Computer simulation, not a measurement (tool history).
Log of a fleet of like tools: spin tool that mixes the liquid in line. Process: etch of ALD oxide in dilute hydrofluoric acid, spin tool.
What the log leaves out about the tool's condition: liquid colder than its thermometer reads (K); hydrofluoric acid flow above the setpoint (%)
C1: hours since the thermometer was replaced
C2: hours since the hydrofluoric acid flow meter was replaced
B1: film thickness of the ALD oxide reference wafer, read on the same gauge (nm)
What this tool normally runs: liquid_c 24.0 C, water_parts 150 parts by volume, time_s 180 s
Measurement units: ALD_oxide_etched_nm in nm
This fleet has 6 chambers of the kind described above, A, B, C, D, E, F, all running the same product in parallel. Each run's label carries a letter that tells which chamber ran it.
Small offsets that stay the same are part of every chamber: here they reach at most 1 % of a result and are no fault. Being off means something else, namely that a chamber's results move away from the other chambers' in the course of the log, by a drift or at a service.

{"run": "1F", "day": 0.588, "liquid_c": 24.0, "water_parts": 150, "time_s": 180, "C1": 667.2, "C2": 1079.4, "B1": 40.008, "ALD_oxide_etched_nm": 17.144}
{"run": "2A", "day": 1.054, "liquid_c": 24.0, "water_parts": 150, "time_s": 180, "C1": 1184.4, "C2": 556.3, "B1": 40.017, "ALD_oxide_etched_nm": 17.388}
{"run": "3E", "day": 1.525, "liquid_c": 24.0, "water_parts": 150, "time_s": 180, "C1": 1180.7, "C2": 108.8, "B1": 39.995, "ALD_oxide_etched_nm": 17.005}
{"run": "4C", "day": 2.058, "liquid_c": 24.0, "water_parts": 150, "time_s": 180, "C1": 1787.8, "C2": 311.6, "B1": 40.005, "ALD_oxide_etched_nm": 16.81}
{"run": "5B", "day": 2.683, "liquid_c": 24.0, "water_parts": 150, "time_s": 260, "C1": 412.8, "C2": 320.9, "B1": 40.002, "ALD_oxide_etched_nm": 24.738}
{"run": "6D", "day": 2.983, "liquid_c": 24.0, "water_parts": 150, "time_s": 260, "C1": 152.3, "C2": 666.1, "B1": 40.004, "ALD_oxide_etched_nm": 24.625}
{"run": "7C", "day": 3.321, "liquid_c": 24.0, "water_parts": 150, "time_s": 260, "C1": 1818.1, "C2": 341.9, "B1": 39.98, "ALD_oxide_etched_nm": 24.11}
{"run": "8B", "day": 3.95, "liquid_c": 24.0, "water_parts": 150, "time_s": 260, "C1": 443.2, "C2": 351.3, "B1": 40.005, "ALD_oxide_etched_nm": 24.558}
{"day": 4.171, "done": "chamber F: thermometer replaced"}
{"run": "9E", "day": 4.521, "liquid_c": 24.0, "water_parts": 150, "time_s": 260, "C1": 1252.6, "C2": 180.7, "B1": 40.0, "ALD_oxide_etched_nm": 24.514}
{"run": "10A", "day": 4.833, "liquid_c": 24.0, "water_parts": 150, "time_s": 260, "C1": 1275.1, "C2": 647.0, "B1": 39.992, "ALD_oxide_etched_nm": 24.698}
{"run": "11D", "day": 5.383, "liquid_c": 24.0, "water_parts": 150, "time_s": 180, "C1": 209.9, "C2": 723.7, "B1": 39.989, "ALD_oxide_etched_nm": 17.107}
{"run": "12F", "day": 5.754, "liquid_c": 24.0, "water_parts": 150, "time_s": 180, "C1": 38.0, "C2": 1203.4, "B1": 39.993, "ALD_oxide_etched_nm": 16.916}
{"run": "13A", "day": 6.075, "liquid_c": 24.0, "water_parts": 150, "time_s": 180, "C1": 1304.9, "C2": 676.8, "B1": 39.981, "ALD_oxide_etched_nm": 17.293}
{"run": "14B", "day": 6.525, "liquid_c": 24.0, "water_parts": 150, "time_s": 180, "C1": 505.0, "C2": 413.1, "B1": 40.007, "ALD_oxide_etched_nm": 17.044}
{"run": "15E", "day": 6.821, "liquid_c": 24.0, "water_parts": 150, "time_s": 180, "C1": 1307.8, "C2": 235.9, "B1": 39.984, "ALD_oxide_etched_nm": 16.876}
{"run": "16C", "day": 7.358, "liquid_c": 24.0, "water_parts": 150, "time_s": 180, "C1": 1915.0, "C2": 438.8, "B1": 40.002, "ALD_oxide_etched_nm": 17.189}
{"run": "17F", "day": 7.888, "liquid_c": 24.0, "water_parts": 150, "time_s": 180, "C1": 89.2, "C2": 1254.6, "B1": 39.996, "ALD_oxide_etched_nm": 17.337}
{"run": "18D", "day": 8.525, "liquid_c": 24.0, "water_parts": 150, "time_s": 180, "C1": 285.3, "C2": 799.1, "B1": 39.991, "ALD_oxide_etched_nm": 17.03}
{"run": "19A", "day": 8.908, "liquid_c": 27.5, "water_parts": 150, "time_s": 180, "C1": 1372.9, "C2": 744.8, "B1": 40.03, "ALD_oxide_etched_nm": 20.013}
{"run": "20C", "day": 9.429, "liquid_c": 27.5, "water_parts": 150, "time_s": 180, "C1": 1964.7, "C2": 488.5, "B1": 39.997, "ALD_oxide_etched_nm": 19.329}
{"run": "21F", "day": 9.967, "liquid_c": 27.5, "water_parts": 150, "time_s": 180, "C1": 139.1, "C2": 1304.5, "B1": 39.994, "ALD_oxide_etched_nm": 19.893}
{"day": 10.533, "done": "chamber E: thermometer replaced"}
{"run": "22B", "day": 10.583, "liquid_c": 27.5, "water_parts": 150, "time_s": 180, "C1": 602.4, "C2": 510.5, "B1": 40.005, "ALD_oxide_etched_nm": 19.529}
{"run": "23E", "day": 11.188, "liquid_c": 27.5, "water_parts": 150, "time_s": 180, "C1": 15.7, "C2": 340.7, "B1": 40.0, "ALD_oxide_etched_nm": 19.409}
{"run": "24D", "day": 11.758, "liquid_c": 27.5, "water_parts": 150, "time_s": 180, "C1": 362.9, "C2": 876.7, "B1": 39.997, "ALD_oxide_etched_nm": 19.379}
{"run": "25D", "day": 12.375, "liquid_c": 24.0, "water_parts": 150, "time_s": 180, "C1": 377.7, "C2": 891.5, "B1": 39.999, "ALD_oxide_etched_nm": 16.907}
{"run": "26B", "day": 12.654, "liquid_c": 24.0, "water_parts": 150, "time_s": 180, "C1": 652.1, "C2": 560.2, "B1": 40.001, "ALD_oxide_etched_nm": 16.715}
{"run": "27E", "day": 12.971, "liquid_c": 24.0, "water_parts": 150, "time_s": 180, "C1": 58.5, "C2": 383.5, "B1": 39.988, "ALD_oxide_etched_nm": 17.079}
{"run": "28C", "day": 13.367, "liquid_c": 24.0, "water_parts": 150, "time_s": 180, "C1": 2059.2, "C2": 583.0, "B1": 40.001, "ALD_oxide_etched_nm": 16.679}
{"run": "29A", "day": 13.996, "liquid_c": 24.0, "water_parts": 150, "time_s": 180, "C1": 1495.0, "C2": 866.9, "B1": 39.998, "ALD_oxide_etched_nm": 17.005}
{"run": "30F", "day": 14.588, "liquid_c": 24.0, "water_parts": 150, "time_s": 180, "C1": 250.0, "C2": 1415.4, "B1": 39.996, "ALD_oxide_etched_nm": 17.858}
{"run": "31D", "day": 15.125, "liquid_c": 24.0, "water_parts": 150, "time_s": 180, "C1": 443.7, "C2": 957.5, "B1": 40.008, "ALD_oxide_etched_nm": 17.241}
{"run": "32C", "day": 15.512, "liquid_c": 24.0, "water_parts": 150, "time_s": 180, "C1": 2110.7, "C2": 634.5, "B1": 40.005, "ALD_oxide_etched_nm": 16.929}
{"run": "33A", "day": 15.875, "liquid_c": 24.0, "water_parts": 150, "time_s": 180, "C1": 1540.1, "C2": 912.0, "B1": 40.002, "ALD_oxide_etched_nm": 17.259}
{"run": "34F", "day": 16.208, "liquid_c": 24.0, "water_parts": 150, "time_s": 180, "C1": 288.9, "C2": 1454.3, "B1": 40.007, "ALD_oxide_etched_nm": 18.183}
{"day": 16.292, "done": "chamber D: thermometer replaced"}
{"run": "35B", "day": 16.646, "liquid_c": 24.0, "water_parts": 150, "time_s": 180, "C1": 747.9, "C2": 656.0, "B1": 39.983, "ALD_oxide_etched_nm": 17.007}
{"run": "36E", "day": 17.125, "liquid_c": 24.0, "water_parts": 150, "time_s": 180, "C1": 158.2, "C2": 483.2, "B1": 40.004, "ALD_oxide_etched_nm": 17.119}
{"run": "37A", "day": 17.712, "liquid_c": 24.0, "water_parts": 150, "time_s": 180, "C1": 1584.2, "C2": 956.1, "B1": 40.003, "ALD_oxide_etched_nm": 17.075}
{"run": "38B", "day": 18.204, "liquid_c": 26.0, "water_parts": 150, "time_s": 230, "C1": 785.3, "C2": 693.4, "B1": 40.008, "ALD_oxide_etched_nm": 23.131}
{"run": "39E", "day": 18.767, "liquid_c": 26.0, "water_parts": 150, "time_s": 230, "C1": 197.6, "C2": 522.6, "B1": 40.0, "ALD_oxide_etched_nm": 23.469}
{"run": "40F", "day": 19.221, "liquid_c": 26.0, "water_parts": 150, "time_s": 230, "C1": 361.2, "C2": 1526.6, "B1": 40.006, "ALD_oxide_etched_nm": 25.485}
{"run": "41D", "day": 19.679, "liquid_c": 26.0, "water_parts": 150, "time_s": 230, "C1": 81.3, "C2": 1066.8, "B1": 40.009, "ALD_oxide_etched_nm": 23.579}
{"run": "42C", "day": 20.204, "liquid_c": 26.0, "water_parts": 150, "time_s": 230, "C1": 2223.3, "C2": 747.1, "B1": 40.01, "ALD_oxide_etched_nm": 23.144}
{"run": "43E", "day": 20.692, "liquid_c": 26.0, "water_parts": 150, "time_s": 230, "C1": 243.8, "C2": 568.8, "B1": 40.018, "ALD_oxide_etched_nm": 23.703}

All 6 chambers run these settings next. Forecast each chamber's results:
{"run": "44A", "day": 21.15, "liquid_c": 27.0, "water_parts": 150, "time_s": 180, "ALD_oxide_etched_nm": "?"}
{"run": "44B", "day": 21.15, "liquid_c": 27.0, "water_parts": 150, "time_s": 180, "ALD_oxide_etched_nm": "?"}
{"run": "44C", "day": 21.15, "liquid_c": 27.0, "water_parts": 150, "time_s": 180, "ALD_oxide_etched_nm": "?"}
{"run": "44D", "day": 21.15, "liquid_c": 27.0, "water_parts": 150, "time_s": 180, "ALD_oxide_etched_nm": "?"}
{"run": "44E", "day": 21.15, "liquid_c": 27.0, "water_parts": 150, "time_s": 180, "ALD_oxide_etched_nm": "?"}
{"run": "44F", "day": 21.15, "liquid_c": 27.0, "water_parts": 150, "time_s": 180, "ALD_oxide_etched_nm": "?"}

run=44A ALD_oxide_etched_nm=19.192
run=44B ALD_oxide_etched_nm=19.007
run=44C ALD_oxide_etched_nm=18.766
run=44D ALD_oxide_etched_nm=19.538
run=44E ALD_oxide_etched_nm=19.160
run=44F ALD_oxide_etched_nm=20.748

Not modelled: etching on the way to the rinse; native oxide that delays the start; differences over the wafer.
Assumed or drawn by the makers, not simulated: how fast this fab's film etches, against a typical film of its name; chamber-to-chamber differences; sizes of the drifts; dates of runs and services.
